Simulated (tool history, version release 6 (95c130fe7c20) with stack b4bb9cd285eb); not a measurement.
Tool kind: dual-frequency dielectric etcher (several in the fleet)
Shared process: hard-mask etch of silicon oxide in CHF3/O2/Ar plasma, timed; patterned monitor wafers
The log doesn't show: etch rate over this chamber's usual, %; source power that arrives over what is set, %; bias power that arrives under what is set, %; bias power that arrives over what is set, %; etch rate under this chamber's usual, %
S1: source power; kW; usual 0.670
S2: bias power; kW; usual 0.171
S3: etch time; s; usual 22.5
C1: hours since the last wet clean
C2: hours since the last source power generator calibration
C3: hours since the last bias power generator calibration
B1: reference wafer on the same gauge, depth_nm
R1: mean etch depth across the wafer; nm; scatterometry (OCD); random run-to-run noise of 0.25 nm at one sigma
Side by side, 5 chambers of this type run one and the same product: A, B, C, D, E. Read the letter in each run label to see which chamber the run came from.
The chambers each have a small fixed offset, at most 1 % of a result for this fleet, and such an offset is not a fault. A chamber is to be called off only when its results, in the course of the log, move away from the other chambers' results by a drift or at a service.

run	hour	S1	S2	S3	C1	C2	C3	B1	R1
# hour 2.4: chamber E: wet clean of the chamber
1E	7.9	0.670	0.171	22.5	5.5	363.2	2230.9	44.571	45.847
2C	16.1	0.670	0.171	22.5	258.6	481.1	228.7	44.590	46.030
3A	24.0	0.670	0.171	22.5	391.7	315.4	333.5	44.616	46.070
4B	31.2	0.670	0.171	22.5	46.4	923.0	1105.4	44.616	46.216
5D	37.7	0.670	0.171	22.5	128.6	674.7	783.1	44.634	45.590
6E	43.8	0.770	0.157	22.5	41.4	399.1	2266.8	44.628	46.805
7D	51.7	0.770	0.157	22.5	142.6	688.7	797.1	44.550	47.197
8B	59.0	0.770	0.157	22.5	74.2	950.8	1133.2	44.627	46.873
9C	63.9	0.770	0.157	22.5	306.4	528.9	276.5	44.606	47.037
10A	69.3	0.770	0.157	22.5	437.0	360.7	378.8	44.639	46.774
11C	78.2	0.670	0.171	22.5	320.7	543.2	290.8	44.591	45.127
12B	85.1	0.670	0.129	29.0	100.3	976.9	1159.3	44.683	53.869
13D	89.4	0.670	0.129	29.0	180.3	726.4	834.8	44.613	53.080
14A	98.3	0.670	0.129	29.0	466.0	389.7	407.8	44.597	53.833
15E	102.6	0.670	0.129	29.0	100.2	457.9	2325.6	44.539	54.197
16B	109.8	0.670	0.129	29.0	125.0	1001.6	1184.0	44.555	54.032
17E	114.4	0.670	0.171	22.5	112.0	469.7	2337.4	44.571	45.750
18D	121.4	0.670	0.171	22.5	212.3	758.4	866.8	44.584	45.029
# hour 123.8: chamber C: wet clean of the chamber
19C	130.7	0.670	0.171	22.5	7.0	595.7	343.3	44.652	43.302
20A	138.9	0.670	0.171	22.5	506.6	430.3	448.4	44.527	45.877
21C	147.9	0.720	0.171	29.0	24.2	612.9	360.5	44.612	57.157
22D	153.6	0.720	0.171	29.0	244.5	790.6	899.0	44.635	59.753
23B	158.7	0.720	0.171	29.0	173.9	1050.5	1232.9	44.601	60.759
24A	163.9	0.720	0.171	29.0	531.6	455.3	473.4	44.629	60.975
25E	172.5	0.720	0.171	29.0	170.1	527.8	2395.5	44.639	60.854
26C	180.5	0.670	0.171	22.5	56.8	645.5	393.1	44.598	42.898
27B	185.7	0.790	0.171	18.5	200.9	1077.5	1259.9	44.611	40.194
28E	191.8	0.790	0.171	18.5	189.4	547.1	2414.8	44.559	39.941
29A	199.4	0.790	0.171	18.5	567.1	490.8	508.9	44.645	40.002
30D	204.7	0.790	0.171	18.5	295.6	841.7	950.1	44.566	39.523

Is one chamber out of step, is the gauge drifting, or do the chambers differ by no more than their own small offsets? For an off chamber, give its letter and the likeliest cause.

After it was serviced, chamber C no longer matches the other chambers.
What lies behind it: etch rate under this chamber's usual, % = 4.64.

Which of the 4 candidates below, each the usual settings with something changed and its results left as question marks, puts chamber C back in line with what the other chambers give on the usual settings?
In line means no further than this from the other chambers' mean on the usual settings: R1 0.860 nm
31C-1	211.6	0.660	0.169	21.5					?
31C-2	211.6	0.680	0.171	23.5					?
31C-3	211.6	0.580	0.152	22.5					?
31C-4	211.6	0.760	0.190	22.5					?

Other chambers, usual settings, mean: R1 45.660 nm
run	R1
31C-1	40.987
31C-2	45.486
31C-3	39.439
31C-4	47.050
31C-2 brings the chamber back in line.
